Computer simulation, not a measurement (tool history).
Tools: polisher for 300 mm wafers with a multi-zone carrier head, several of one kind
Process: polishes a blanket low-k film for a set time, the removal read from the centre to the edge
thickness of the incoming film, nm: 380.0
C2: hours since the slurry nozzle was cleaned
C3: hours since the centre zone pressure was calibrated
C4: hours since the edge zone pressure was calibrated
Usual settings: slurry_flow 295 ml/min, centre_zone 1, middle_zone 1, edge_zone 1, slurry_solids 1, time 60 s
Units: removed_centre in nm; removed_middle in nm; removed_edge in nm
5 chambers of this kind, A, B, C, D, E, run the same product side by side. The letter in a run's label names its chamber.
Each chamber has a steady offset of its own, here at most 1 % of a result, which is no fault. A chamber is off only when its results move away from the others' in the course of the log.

{"run": "1D", "hour": 9.6, "slurry_flow": 295, "centre_zone": 1, "middle_zone": 1, "edge_zone": 1, "slurry_solids": 1, "time": 60, "wafers polished on this pad": 673, "C2": 277.9, "C3": 673.3, "C4": 180.9, "removed_centre": 24.292, "removed_middle": 24.935, "removed_edge": 24.906}
{"run": "2A", "hour": 15.9, "slurry_flow": 295, "centre_zone": 1, "middle_zone": 1, "edge_zone": 1, "slurry_solids": 1, "time": 60, "wafers polished on this pad": 647, "C2": 395.2, "C3": 220.6, "C4": 358.4, "removed_centre": 24.873, "removed_middle": 24.341, "removed_edge": 24.165}
{"run": "3B", "hour": 26.6, "slurry_flow": 295, "centre_zone": 1, "middle_zone": 1, "edge_zone": 1, "slurry_solids": 1, "time": 60, "wafers polished on this pad": 1067, "C2": 208.5, "C3": 142.6, "C4": 873.8, "removed_centre": 24.242, "removed_middle": 24.591, "removed_edge": 24.589}
{"hour": 31.2, "done": "chamber D: slurry nozzle cleaned"}
{"run": "4E", "hour": 34.7, "slurry_flow": 295, "centre_zone": 1, "middle_zone": 1, "edge_zone": 1, "slurry_solids": 1, "time": 60, "wafers polished on this pad": 517, "C2": 698.8, "C3": 232.1, "C4": 605.4, "removed_centre": 24.52, "removed_middle": 24.868, "removed_edge": 24.517}
{"hour": 35.8, "done": "chamber D: worn pad replaced by a new one"}
{"hour": 37.7, "done": "chamber B: worn pad replaced by a new one"}
{"run": "5C", "hour": 45.8, "slurry_flow": 295, "centre_zone": 1, "middle_zone": 1, "edge_zone": 1, "slurry_solids": 1, "time": 60, "wafers polished on this pad": 660, "C2": 126.8, "C3": 1049.3, "C4": 597.1, "removed_centre": 24.852, "removed_middle": 24.44, "removed_edge": 24.536}
{"hour": 46.8, "done": "chamber E: slurry nozzle cleaned"}
{"run": "6A", "hour": 56.9, "slurry_flow": 295, "centre_zone": 1, "middle_zone": 0.89, "edge_zone": 1, "slurry_solids": 1, "time": 73, "wafers polished on this pad": 1226, "C2": 436.2, "C3": 261.6, "C4": 399.4, "removed_centre": 29.456, "removed_middle": 26.881, "removed_edge": 29.972}
{"hour": 61.2, "done": "chamber B: slurry nozzle cleaned"}
{"hour": 65.7, "done": "chamber E: worn pad replaced by a new one"}
{"run": "7B", "hour": 70.7, "slurry_flow": 295, "centre_zone": 1, "middle_zone": 0.89, "edge_zone": 1, "slurry_solids": 1, "time": 73, "wafers polished on this pad": 466, "C2": 9.6, "C3": 186.7, "C4": 917.9, "removed_centre": 30.322, "removed_middle": 27.08, "removed_edge": 30.099}
{"hour": 73.7, "done": "chamber A: edge zone pressure recalibrated"}
{"hour": 78.1, "done": "chamber A: worn pad replaced by a new one"}
{"run": "8D", "hour": 80.1, "slurry_flow": 295, "centre_zone": 1, "middle_zone": 0.89, "edge_zone": 1, "slurry_solids": 1, "time": 73, "wafers polished on this pad": 625, "C2": 49, "C3": 743.8, "C4": 251.4, "removed_centre": 29.475, "removed_middle": 27.226, "removed_edge": 30.19}
{"run": "9E", "hour": 88.2, "slurry_flow": 295, "centre_zone": 1, "middle_zone": 0.89, "edge_zone": 1, "slurry_solids": 1, "time": 73, "wafers polished on this pad": 317, "C2": 41.5, "C3": 285.6, "C4": 658.9, "removed_centre": 29.228, "removed_middle": 27.386, "removed_edge": 30.257}
{"run": "10C", "hour": 100.1, "slurry_flow": 295, "centre_zone": 1, "middle_zone": 0.89, "edge_zone": 1, "slurry_solids": 1, "time": 73, "wafers polished on this pad": 1426, "C2": 181.1, "C3": 1103.6, "C4": 651.4, "removed_centre": 30.091, "removed_middle": 26.496, "removed_edge": 29.975}
{"hour": 101.6, "done": "chamber C: worn pad replaced by a new one"}
{"run": "11B", "hour": 107.1, "slurry_flow": 295, "centre_zone": 1, "middle_zone": 1, "edge_zone": 1, "slurry_solids": 1, "time": 60, "wafers polished on this pad": 980, "C2": 46, "C3": 223.1, "C4": 954.3, "removed_centre": 24.427, "removed_middle": 24.775, "removed_edge": 24.716}
{"hour": 111.5, "done": "chamber D: worn pad replaced by a new one"}
{"run": "12C", "hour": 117.9, "slurry_flow": 295, "centre_zone": 1, "middle_zone": 1, "edge_zone": 1, "slurry_solids": 1, "time": 42, "wafers polished on this pad": 231, "C2": 198.9, "C3": 1121.4, "C4": 669.2, "removed_centre": 17.047, "removed_middle": 17.04, "removed_edge": 17.439}
{"hour": 123.7, "done": "chamber B: worn pad replaced by a new one"}
{"run": "13D", "hour": 128.5, "slurry_flow": 295, "centre_zone": 1, "middle_zone": 1, "edge_zone": 1, "slurry_solids": 1, "time": 42, "wafers polished on this pad": 240, "C2": 97.4, "C3": 792.2, "C4": 299.8, "removed_centre": 16.772, "removed_middle": 17.465, "removed_edge": 17.331}
{"hour": 137.7, "done": "chamber E: worn pad replaced by a new one"}
{"run": "14E", "hour": 140.2, "slurry_flow": 295, "centre_zone": 1, "middle_zone": 1, "edge_zone": 1, "slurry_solids": 1, "time": 42, "wafers polished on this pad": 35, "C2": 93.5, "C3": 337.6, "C4": 710.9, "removed_centre": 17.301, "removed_middle": 17.48, "removed_edge": 17.343}
{"hour": 143.8, "done": "chamber C: centre zone pressure recalibrated"}
{"run": "15A", "hour": 149.9, "slurry_flow": 295, "centre_zone": 1, "middle_zone": 1, "edge_zone": 1, "slurry_solids": 1, "time": 42, "wafers polished on this pad": 1014, "C2": 529.2, "C3": 354.6, "C4": 76.2, "removed_centre": 16.947, "removed_middle": 17.16, "removed_edge": 17.052}
{"run": "16A", "hour": 162.2, "slurry_flow": 295, "centre_zone": 1, "middle_zone": 1, "edge_zone": 1, "slurry_solids": 1, "time": 42, "wafers polished on this pad": 1187, "C2": 541.5, "C3": 366.9, "C4": 88.5, "removed_centre": 17.582, "removed_middle": 17.127, "removed_edge": 17.236}
{"run": "17E", "hour": 170.3, "slurry_flow": 295, "centre_zone": 1, "middle_zone": 1, "edge_zone": 1, "slurry_solids": 1, "time": 60, "wafers polished on this pad": 460, "C2": 123.6, "C3": 367.7, "C4": 741, "removed_centre": 24.651, "removed_middle": 25.051, "removed_edge": 24.774}
{"hour": 177.4, "done": "chamber D: worn pad replaced by a new one"}
{"run": "18D", "hour": 177.9, "slurry_flow": 295, "centre_zone": 1, "middle_zone": 1, "edge_zone": 1, "slurry_solids": 1, "time": 60, "wafers polished on this pad": 8, "C2": 146.8, "C3": 841.6, "C4": 349.2, "removed_centre": 24.601, "removed_middle": 24.941, "removed_edge": 24.389}
{"hour": 185.7, "done": "chamber A: worn pad replaced by a new one"}
{"run": "19B", "hour": 191.5, "slurry_flow": 295, "centre_zone": 1, "middle_zone": 1, "edge_zone": 1, "slurry_solids": 1, "time": 60, "wafers polished on this pad": 957, "C2": 130.4, "C3": 307.5, "C4": 1038.7, "removed_centre": 24.459, "removed_middle": 24.568, "removed_edge": 24.228}
{"hour": 192.1, "done": "chamber C: slurry nozzle cleaned"}
{"hour": 192.6, "done": "chamber B: worn pad replaced by a new one"}
{"hour": 196.3, "done": "chamber C: worn pad replaced by a new one"}
{"run": "20C", "hour": 197.9, "slurry_flow": 295, "centre_zone": 1, "middle_zone": 1, "edge_zone": 1, "slurry_solids": 1, "time": 60, "wafers polished on this pad": 23, "C2": 5.9, "C3": 54.1, "C4": 749.2, "removed_centre": 22.014, "removed_middle": 24.745, "removed_edge": 24.891}
{"hour": 200.6, "done": "chamber E: worn pad replaced by a new one"}
{"run": "21B", "hour": 205.5, "slurry_flow": 295, "centre_zone": 1, "middle_zone": 1, "edge_zone": 1, "slurry_solids": 1, "time": 60, "wafers polished on this pad": 182, "C2": 144.4, "C3": 321.5, "C4": 1052.7, "removed_centre": 24.255, "removed_middle": 24.67, "removed_edge": 24.425}
{"run": "22A", "hour": 212.0, "slurry_flow": 295, "centre_zone": 1, "middle_zone": 1, "edge_zone": 1, "slurry_solids": 1, "time": 72, "wafers polished on this pad": 371, "C2": 591.3, "C3": 416.7, "C4": 138.3, "removed_centre": 29.941, "removed_middle": 29.167, "removed_edge": 29.37}
{"hour": 222.1, "done": "chamber A: slurry nozzle cleaned"}
{"run": "23E", "hour": 224.6, "slurry_flow": 295, "centre_zone": 1, "middle_zone": 1, "edge_zone": 1, "slurry_solids": 1, "time": 72, "wafers polished on this pad": 339, "C2": 177.9, "C3": 422, "C4": 795.3, "removed_centre": 28.967, "removed_middle": 29.86, "removed_edge": 29.54}
{"run": "24D", "hour": 232.1, "slurry_flow": 295, "centre_zone": 1, "middle_zone": 1, "edge_zone": 1, "slurry_solids": 1, "time": 72, "wafers polished on this pad": 773, "C2": 201, "C3": 895.8, "C4": 403.4, "removed_centre": 28.9, "removed_middle": 29.745, "removed_edge": 30.068}
{"hour": 235.9, "done": "chamber B: edge zone pressure recalibrated"}
{"run": "25C", "hour": 240.5, "slurry_flow": 295, "centre_zone": 1, "middle_zone": 1, "edge_zone": 1, "slurry_solids": 1, "time": 72, "wafers polished on this pad": 624, "C2": 48.5, "C3": 96.7, "C4": 791.8, "removed_centre": 25.98, "removed_middle": 29.221, "removed_edge": 29.248}
{"hour": 252.9, "done": "chamber D: worn pad replaced by a new one"}
{"run": "26B", "hour": 254.6, "slurry_flow": 295, "centre_zone": 1, "middle_zone": 1, "edge_zone": 1, "slurry_solids": 1, "time": 72, "wafers polished on this pad": 875, "C2": 193.5, "C3": 370.6, "C4": 18.8, "removed_centre": 29.794, "removed_middle": 29.469, "removed_edge": 29.315}
{"run": "27E", "hour": 264.1, "slurry_flow": 295, "centre_zone": 1, "middle_zone": 1, "edge_zone": 1, "slurry_solids": 1, "time": 60, "wafers polished on this pad": 897, "C2": 217.4, "C3": 461.5, "C4": 834.8, "removed_centre": 24.424, "removed_middle": 24.778, "removed_edge": 24.814}
{"hour": 272.6, "done": "chamber B: worn pad replaced by a new one"}
{"hour": 273.8, "done": "chamber E: worn pad replaced by a new one"}
{"run": "28D", "hour": 274.5, "slurry_flow": 295, "centre_zone": 0.96, "middle_zone": 1, "edge_zone": 1, "slurry_solids": 0.7, "time": 60, "wafers polished on this pad": 305, "C2": 243.4, "C3": 938.2, "C4": 445.8, "removed_centre": 19.6, "removed_middle": 20.639, "removed_edge": 20.662}
{"hour": 279.2, "done": "chamber C: worn pad replaced by a new one"}
{"hour": 281.7, "done": "chamber A: worn pad replaced by a new one"}
{"run": "29A", "hour": 288.4, "slurry_flow": 295, "centre_zone": 0.96, "middle_zone": 1, "edge_zone": 1, "slurry_solids": 0.7, "time": 60, "wafers polished on this pad": 94, "C2": 66.4, "C3": 493.1, "C4": 214.7, "removed_centre": 19.336, "removed_middle": 20.542, "removed_edge": 20.236}
{"hour": 296.9, "done": "chamber B: slurry nozzle cleaned"}
{"run": "30C", "hour": 302.1, "slurry_flow": 295, "centre_zone": 0.96, "middle_zone": 1, "edge_zone": 1, "slurry_solids": 0.7, "time": 60, "wafers polished on this pad": 324, "C2": 110.1, "C3": 158.3, "C4": 853.4, "removed_centre": 17.222, "removed_middle": 20.421, "removed_edge": 20.55}
{"run": "31C", "hour": 312.1, "slurry_flow": 295, "centre_zone": 0.96, "middle_zone": 1, "edge_zone": 1, "slurry_solids": 0.7, "time": 60, "wafers polished on this pad": 465, "C2": 120.1, "C3": 168.3, "C4": 863.4, "removed_centre": 17.15, "removed_middle": 20.33, "removed_edge": 20.97}
{"hour": 314.7, "done": "chamber D: slurry nozzle cleaned"}
{"run": "32A", "hour": 323.7, "slurry_flow": 295, "centre_zone": 0.96, "middle_zone": 1, "edge_zone": 1, "slurry_solids": 0.7, "time": 60, "wafers polished on this pad": 592, "C2": 101.7, "C3": 528.4, "C4": 250, "removed_centre": 19.816, "removed_middle": 20.392, "removed_edge": 20.427}
{"hour": 328.3, "done": "chamber D: worn pad replaced by a new one"}
{"run": "33B", "hour": 330.4, "slurry_flow": 355, "centre_zone": 1, "middle_zone": 1, "edge_zone": 0.9, "slurry_solids": 1, "time": 60, "wafers polished on this pad": 816, "C2": 33.5, "C3": 446.4, "C4": 94.6, "removed_centre": 24.499, "removed_middle": 25.327, "removed_edge": 23.888}
{"run": "34D", "hour": 340.3, "slurry_flow": 355, "centre_zone": 1, "middle_zone": 1, "edge_zone": 0.9, "slurry_solids": 1, "time": 60, "wafers polished on this pad": 169, "C2": 25.6, "C3": 1004, "C4": 511.6, "removed_centre": 25.056, "removed_middle": 25.081, "removed_edge": 23.427}
{"run": "35E", "hour": 347.1, "slurry_flow": 355, "centre_zone": 1, "middle_zone": 1, "edge_zone": 0.9, "slurry_solids": 1, "time": 60, "wafers polished on this pad": 1035, "C2": 300.4, "C3": 544.5, "C4": 917.8, "removed_centre": 24.902, "removed_middle": 24.964, "removed_edge": 23.712}

What goes on in this fleet: one chamber off, a drifting gauge, or nothing beyond the chambers' own small offsets? Name the chamber and the cause, if any.

A service left chamber C off against the others.
Cause: centre zone's pressure below its setpoint, % = 10.6.

Here are 4 candidates for chamber C's next run, each the usual settings with a change, their results left as question marks. Which one brings its results back in line with what the others give on the usual settings?
In line means no further than this from the other chambers' mean on the usual settings: removed_centre 1 nm; removed_middle 0.54 nm; removed_edge 0.7 nm
{"run": "36C-1", "hour": 357.2, "slurry_flow": 300, "centre_zone": 1.04, "middle_zone": 1, "edge_zone": 0.99, "slurry_solids": 1, "time": 60, "removed_centre": "?", "removed_middle": "?", "removed_edge": "?"}
{"run": "36C-2", "hour": 357.2, "slurry_flow": 300, "centre_zone": 1.09, "middle_zone": 0.99, "edge_zone": 0.96, "slurry_solids": 1, "time": 61, "removed_centre": "?", "removed_middle": "?", "removed_edge": "?"}
{"run": "36C-3", "hour": 357.2, "slurry_flow": 290, "centre_zone": 0.91, "middle_zone": 1.01, "edge_zone": 1.04, "slurry_solids": 1, "time": 59, "removed_centre": "?", "removed_middle": "?", "removed_edge": "?"}
{"run": "36C-4", "hour": 357.2, "slurry_flow": 290, "centre_zone": 0.96, "middle_zone": 1, "edge_zone": 1.01, "slurry_solids": 1, "time": 60, "removed_centre": "?", "removed_middle": "?", "removed_edge": "?"}

The other chambers' mean on the usual settings: removed_centre 24.534 nm; removed_middle 24.704 nm; removed_edge 24.63 nm
run=36C-1 removed_centre=22.665 removed_middle=24.319 removed_edge=24.398
run=36C-2 removed_centre=24.281 removed_middle=24.495 removed_edge=24.409
run=36C-3 removed_centre=19.099 removed_middle=24.062 removed_edge=24.566
run=36C-4 removed_centre=20.636 removed_middle=24.245 removed_edge=24.595
36C-2 brings the chamber back in line.

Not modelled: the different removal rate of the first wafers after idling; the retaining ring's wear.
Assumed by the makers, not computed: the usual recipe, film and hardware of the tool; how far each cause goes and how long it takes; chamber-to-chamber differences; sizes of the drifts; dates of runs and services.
